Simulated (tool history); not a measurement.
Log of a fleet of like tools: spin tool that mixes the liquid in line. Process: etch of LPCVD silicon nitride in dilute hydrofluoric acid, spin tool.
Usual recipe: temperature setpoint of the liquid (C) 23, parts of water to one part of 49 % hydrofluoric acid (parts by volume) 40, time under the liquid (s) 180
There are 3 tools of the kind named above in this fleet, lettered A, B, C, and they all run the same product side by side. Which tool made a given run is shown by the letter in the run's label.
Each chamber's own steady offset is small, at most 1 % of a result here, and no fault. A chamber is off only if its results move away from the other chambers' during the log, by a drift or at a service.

run    day  temperature setpoint of the liquid (C)  parts of water to one part of 49 % hydrofluoric acid (parts by volume)  time under the liquid (s)  hours since the thermometer was replaced  hours since the hydrofluoric acid flow meter was replaced  read-back film thickness of the LPCVD silicon nitride reference wafer, read on the same gauge (nm)  thickness taken off the LPCVD silicon nitride on a monitor wafer (Å)
 1C  0.508                                      23                                                                      40                        180                                     710.4                                                       16.3                                                                                              69.979                                                                22.885
 2A  0.792                                      23                                                                      40                        180                                    1640.6                                                      213.6                                                                                              70.033                                                                22.834
 3B  1.404                                      23                                                                      40                        180                                    1993.8                                                      403.5                                                                                              69.971                                                                22.351
 4B  1.796                                      23                                                                      40                        180                                    2003.2                                                      412.9                                                                                              69.998                                                                 22.51
 5C  2.192                                      23                                                                      25                        105                                     750.8                                                       56.7                                                                                              70.041                                                                21.058
 6A  2.621                                      23                                                                      25                        105                                    1684.5                                                      257.5                                                                                              70.058                                                                20.143
 7A  3.221                                      23                                                                      25                        105                                    1698.9                                                      271.9                                                                                              69.956                                                                21.615
 8B  3.567                                      23                                                                      40                        180                                    2045.7                                                      455.4                                                                                              70.016                                                                22.856
 9C  3.867                                      23                                                                      25                        180                                       791                                                       96.9                                                                                              69.962                                                                36.279
10A  4.346                                      23                                                                      25                        180                                    1725.9                                                      298.9                                                                                              70.032                                                                37.816
11B  4.792                                      23                                                                      25                        180                                    2075.1                                                      484.8                                                                                              69.978                                                                35.989
12C  5.383                                      23                                                                      40                        180                                     827.4                                                      133.3                                                                                              70.024                                                                22.848
13C  5.688                                      23                                                                      40                        180                                     834.7                                                      140.6                                                                                              69.968                                                                22.494
14A  5.971                                      23                                                                      40                        180                                    1764.9                                                      337.9                                                                                              70.051                                                                24.044
15B  6.258                                      23                                                                      40                        180                                    2110.3                                                        520                                                                                              70.056                                                                22.498
16B   6.55                                      23                                                                      40                        180                                    2117.3                                                        527                                                                                              69.941                                                                23.034
17C  7.092                                      23                                                                      40                        180                                     868.4                                                      174.3                                                                                              70.029                                                                22.385
18A  7.638                                      23                                                                      40                        180                                    1804.9                                                      377.9                                                                                              69.989                                                                 25.62
19C  7.933                                      23                                                                      40                        180                                     888.6                                                      194.5                                                                                              70.013                                                                22.581
20B  8.238                                      23                                                                      40                        180                                    2157.8                                                      567.5                                                                                              70.039                                                                22.615
21A  8.667                                      23                                                                      40                        180                                    1829.6                                                      402.6                                                                                              70.063                                                                26.378

The same settings go to every chamber for the next run, one line per chamber below. Forecast the results for each:
22A  9.108                                      23                                                                      40                        180                                                                                                                                                                                                                                                                              ?
22B  9.108                                      23                                                                      40                        180                                                                                                                                                                                                                                                                              ?
22C  9.108                                      23                                                                      40                        180                                                                                                                                                                                                                                                                              ?

run  thickness taken off the LPCVD silicon nitride on a monitor wafer (Å)
22A                                                                26.898
22B                                                                22.639
22C                                                                22.647
